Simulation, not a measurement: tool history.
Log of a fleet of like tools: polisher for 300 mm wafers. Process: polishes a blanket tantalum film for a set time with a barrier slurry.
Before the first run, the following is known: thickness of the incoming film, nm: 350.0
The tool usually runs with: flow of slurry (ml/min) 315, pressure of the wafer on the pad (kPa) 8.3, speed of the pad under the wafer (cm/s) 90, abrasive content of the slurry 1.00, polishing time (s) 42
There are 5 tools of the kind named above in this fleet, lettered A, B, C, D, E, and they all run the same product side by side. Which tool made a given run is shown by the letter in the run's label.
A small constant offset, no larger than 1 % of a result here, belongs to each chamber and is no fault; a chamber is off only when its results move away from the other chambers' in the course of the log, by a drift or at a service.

run    day  flow of slurry (ml/min)  pressure of the wafer on the pad (kPa)  speed of the pad under the wafer (cm/s)  abrasive content of the slurry  polishing time (s)  film removed (nm)
     0.154  -- chamber D: worn pad replaced by a new one
 1D  0.167                      315                                     8.3                                       90                            1.00                  42             32.118
     0.204  -- chamber C: slurry nozzle cleaned
 2C  0.304                      315                                     8.3                                       90                            1.00                  42             31.984
 3A  0.483                      315                                     8.3                                       90                            1.00                  42             32.045
 4B  0.629                      315                                     8.3                                       90                            1.00                  42             31.731
 5E  0.854                      315                                     8.3                                       90                            1.00                  42             31.586
 6A  1.104                      315                                     8.3                                       90                            1.00                  42             31.751
     1.229  -- chamber A: worn pad replaced by a new one
 7E  1.250                      315                                     8.3                                       90                            1.00                  42             31.434
     1.304  -- chamber C: worn pad replaced by a new one
 8B  1.421                      315                                     8.3                                       90                            1.00                  42             32.204
 9D  1.571                      315                                     8.3                                       90                            1.00                  42             31.383
     1.629  -- chamber E: worn pad replaced by a new one
     1.742  -- chamber D: slurry nozzle cleaned
10C  1.767                      315                                     8.3                                       90                            1.00                  42             31.414
11A  2.017                      315                                     8.3                                       90                            1.00                  42             31.734
12B  2.262                      315                                     8.3                                       90                            1.00                  42             32.202
     2.283  -- chamber B: worn pad replaced by a new one
13C  2.454                      315                                     8.3                                       90                            1.00                  42             31.724
     2.471  -- chamber D: worn pad replaced by a new one
14E  2.592                      315                                     8.3                                       90                            1.00                  42             31.934
15D  2.712                      315                                     8.3                                       90                            1.00                  42             31.610
16C  2.867                      315                                     8.3                                       90                            1.00                  42             32.117
     2.938  -- chamber A: worn pad replaced by a new one
17B  3.062                      315                                     8.3                                       90                            1.00                  42             32.900
18D  3.271                      315                                     8.3                                       90                            1.00                  42             31.762
19A  3.408                      315                                     8.3                                       90                            1.00                  42             31.102
     3.538  -- chamber E: slurry blender recalibrated
20E  3.642                      315                                     8.3                                       90                            1.00                  42             31.627
     3.688  -- chamber A: slurry blender recalibrated
     3.754  -- chamber E: worn pad replaced by a new one
21A  3.808                      315                                     8.3                                       90                            1.00                  42             31.954
22E  3.971                      315                                     8.3                                       90                            1.00                  42             32.154
23D  4.158                      315                                     8.3                                       90                            1.15                  51             40.011
24C  4.396                      315                                     8.3                                       90                            1.15                  51             39.974
25B  4.529                      315                                     8.3                                       90                            1.15                  51             42.449
     4.592  -- chamber D: worn pad replaced by a new one
26A  4.667                      315                                     8.3                                       90                            1.15                  51             40.250
     4.792  -- chamber A: worn pad replaced by a new one
27C  4.912                      315                                     8.3                                       90                            1.15                  51             39.655
     4.917  -- chamber D: slurry blender recalibrated
     5.083  -- chamber B: slurry blender recalibrated
28D  5.158                      315                                     8.3                                       90                            1.00                  42             31.657
     5.308  -- chamber C: worn pad replaced by a new one
29B  5.350                      315                                     8.3                                       90                            1.00                  42             34.744
30E  5.492                      315                                     8.3                                       90                            1.00                  42             31.831
31C  5.696                      315                                     8.3                                       90                            1.00                  42             31.949
32D  5.854                      315                                     8.3                                       90                            1.00                  42             31.546
33A  6.088                      315                                     8.3                                       90                            1.00                  42             31.573
     6.096  -- chamber E: worn pad replaced by a new one
34E  6.325                      315                                     8.3                                       64                            1.00                  42             22.702
     6.438  -- chamber A: worn pad replaced by a new one
35B  6.492                      315                                     8.3                                       64                            1.00                  42             25.116
36C  6.708                      315                                     8.3                                       64                            1.00                  42             22.484
     6.771  -- chamber B: worn pad replaced by a new one
37A  6.888                      315                                     8.3                                       64                            1.00                  42             22.796
38B  7.108                      315                                     8.3                                       64                            1.00                  42             25.642

Decide between three cases: one chamber stands off from its peers, the gauge reading all wafers drifts, or nothing is wrong past each chamber's small offset. Where a chamber is off, say which and what most likely put it there.

Little by little, chamber B moves away from the other chambers.
Likeliest cause: head's pressure above its setpoint, % = 11.9.

Below are 4 candidate recipes for chamber B's next run, each the usual settings with a change, their results shown as question marks. Which of them brings B's results back in line with what the other chambers give on the usual settings?
Allowed miss from the other chambers' usual-settings mean, per result, to count as in line: film removed (nm) 1.100
39B-1  7.288                      315                                     8.3                                       78                            1.00                  37                  ?
39B-2  7.288                      315                                     9.0                                       94                            1.00                  42                  ?
39B-3  7.288                      315                                     8.3                                       84                            1.00                  40                  ?
39B-4  7.288                      315                                     8.3                                       90                            1.00                  54                  ?

On the usual settings, the other chambers give on average: film removed (nm) 31.735
  run  film removed (nm)
39B-1             27.263
39B-2             40.312
39B-3             31.702
39B-4             45.805
It is 39B-3 that realigns the chamber with its peers.
